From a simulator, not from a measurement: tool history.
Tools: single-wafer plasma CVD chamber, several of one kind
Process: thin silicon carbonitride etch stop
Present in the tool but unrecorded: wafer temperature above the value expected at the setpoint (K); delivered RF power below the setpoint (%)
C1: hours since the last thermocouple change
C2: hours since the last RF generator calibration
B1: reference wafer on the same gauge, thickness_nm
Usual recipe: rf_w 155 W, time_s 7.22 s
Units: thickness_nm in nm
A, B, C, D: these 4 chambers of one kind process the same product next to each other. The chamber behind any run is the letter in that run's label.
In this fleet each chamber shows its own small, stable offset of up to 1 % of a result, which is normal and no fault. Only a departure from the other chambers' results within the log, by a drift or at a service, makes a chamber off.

Run 1C, day 0.408: usual settings; C1 106.1; C2 1024.5; B1 4.5163. Result: thickness_nm 3.835 nm.
Run 2A, day 0.654: usual settings; C1 2157.2; C2 359.7; B1 4.5185. Result: thickness_nm 3.8123 nm.
Run 3B, day 1.083: usual settings; C1 757.4; C2 1215.4; B1 4.5178. Result: thickness_nm 3.8313 nm.
Run 4D, day 1.371: usual settings; C1 2078; C2 1923.2; B1 4.5228. Result: thickness_nm 3.8248 nm.
Run 5A, day 1.792: usual settings; C1 2184.5; C2 387; B1 4.5222. Result: thickness_nm 3.8404 nm.
Run 6B, day 2.271: usual settings; C1 785.9; C2 1243.9; B1 4.5215. Result: thickness_nm 3.8259 nm.
Run 7D, day 2.592: usual settings; C1 2107.3; C2 1952.5; B1 4.5224. Result: thickness_nm 3.8154 nm.
Run 8C, day 2.854: usual settings but rf_w 125 W, time_s 8.4 s; C1 164.8; C2 1083.2; B1 4.5199. Result: thickness_nm 4.1107 nm.
Run 9A, day 3.267: usual settings but rf_w 125 W, time_s 8.4 s; C1 2219.9; C2 422.4; B1 4.5176. Result: thickness_nm 4.1553 nm.
Run 10B, day 3.55: usual settings but rf_w 125 W, time_s 8.4 s; C1 816.6; C2 1274.6; B1 4.52. Result: thickness_nm 4.2004 nm.
Run 11C, day 4.038: usual settings but rf_w 125 W, time_s 8.4 s; C1 193.2; C2 1111.6; B1 4.5251. Result: thickness_nm 4.1509 nm.
Run 12D, day 4.525: usual settings; C1 2153.7; C2 1998.9; B1 4.5144. Result: thickness_nm 3.8088 nm.
Run 13A, day 4.883: usual settings; C1 2258.7; C2 461.2; B1 4.5182. Result: thickness_nm 3.7873 nm.
Run 14B, day 5.117: usual settings; C1 854.2; C2 1312.2; B1 4.5211. Result: thickness_nm 3.8275 nm.
Run 15C, day 5.433: usual settings but rf_w 130 W, time_s 8.01 s; C1 226.7; C2 1145.1; B1 4.5175. Result: thickness_nm 3.9824 nm.
Run 16D, day 5.658: usual settings but rf_w 130 W, time_s 8.01 s; C1 2180.9; C2 2026.1; B1 4.5215. Result: thickness_nm 4.0287 nm.
Run 17D, day 6.154: usual settings but rf_w 130 W, time_s 8.01 s; C1 2192.8; C2 2038; B1 4.5233. Result: thickness_nm 4.0243 nm.
Run 18C, day 6.479: usual settings but rf_w 130 W, time_s 8.01 s; C1 251.8; C2 1170.2; B1 4.5172. Result: thickness_nm 4.0024 nm.
At day 6.658: chamber D: thermocouple changed; heater temperature recalibrated.
Run 19B, day 6.717: usual settings; C1 892.6; C2 1350.6; B1 4.5173. Result: thickness_nm 3.8884 nm.
Run 20A, day 7.196: usual settings; C1 2314.2; C2 516.7; B1 4.5272. Result: thickness_nm 3.8001 nm.
Run 21A, day 7.546: usual settings; C1 2322.6; C2 525.1; B1 4.5227. Result: thickness_nm 3.8046 nm.
Run 22D, day 7.917: usual settings; C1 30.3; C2 2080.3; B1 4.5209. Result: thickness_nm 3.7918 nm.
At day 8.267: chamber D: RF generator calibrated.
Run 23C, day 8.275: usual settings; C1 294.9; C2 1213.3; B1 4.5207. Result: thickness_nm 3.7666 nm.
Run 24B, day 8.625: usual settings; C1 938.4; C2 1396.4; B1 4.5214. Result: thickness_nm 3.8646 nm.
Run 25A, day 8.888: usual settings but rf_w 135 W, time_s 7.83 s; C1 2354.8; C2 557.3; B1 4.5194. Result: thickness_nm 3.9549 nm.
Run 26D, day 9.254: usual settings but rf_w 135 W, time_s 7.83 s; C1 62.4; C2 23.8; B1 4.5234. Result: thickness_nm 3.9961 nm.
Run 27B, day 9.679: usual settings but rf_w 135 W, time_s 7.83 s; C1 963.7; C2 1421.7; B1 4.5233. Result: thickness_nm 4.0062 nm.
Run 28C, day 10.154: usual settings but rf_w 135 W, time_s 7.83 s; C1 340; C2 1258.4; B1 4.5249. Result: thickness_nm 3.9697 nm.
Run 29A, day 10.475: usual settings; C1 2392.9; C2 595.4; B1 4.5244. Result: thickness_nm 3.812 nm.
Run 30B, day 10.867: usual settings but rf_w 130 W, time_s 8.29 s; C1 992.2; C2 1450.2; B1 4.5235. Result: thickness_nm 4.1474 nm.
Run 31D, day 11.342: usual settings but rf_w 130 W, time_s 8.29 s; C1 112.5; C2 73.9; B1 4.5203. Result: thickness_nm 4.1675 nm.
Run 32C, day 11.825: usual settings but rf_w 130 W, time_s 8.29 s; C1 380.1; C2 1298.5; B1 4.5197. Result: thickness_nm 4.1218 nm.
Run 33D, day 12.05: usual settings but rf_w 130 W, time_s 8.29 s; C1 129.5; C2 90.9; B1 4.5223. Result: thickness_nm 4.1711 nm.

All chambers now run identical settings, listed one chamber a line with results as question marks. What results will each chamber show?
Run 34A, day 12.417: usual settings but rf_w 175 W. Result: thickness_nm ?.
Run 34B, day 12.417: usual settings but rf_w 175 W. Result: thickness_nm ?.
Run 34C, day 12.417: usual settings but rf_w 175 W. Result: thickness_nm ?.
Run 34D, day 12.417: usual settings but rf_w 175 W. Result: thickness_nm ?.

run  thickness_nm
34A        3.9408
34B        3.9894
34C        3.9382
34D        3.9621
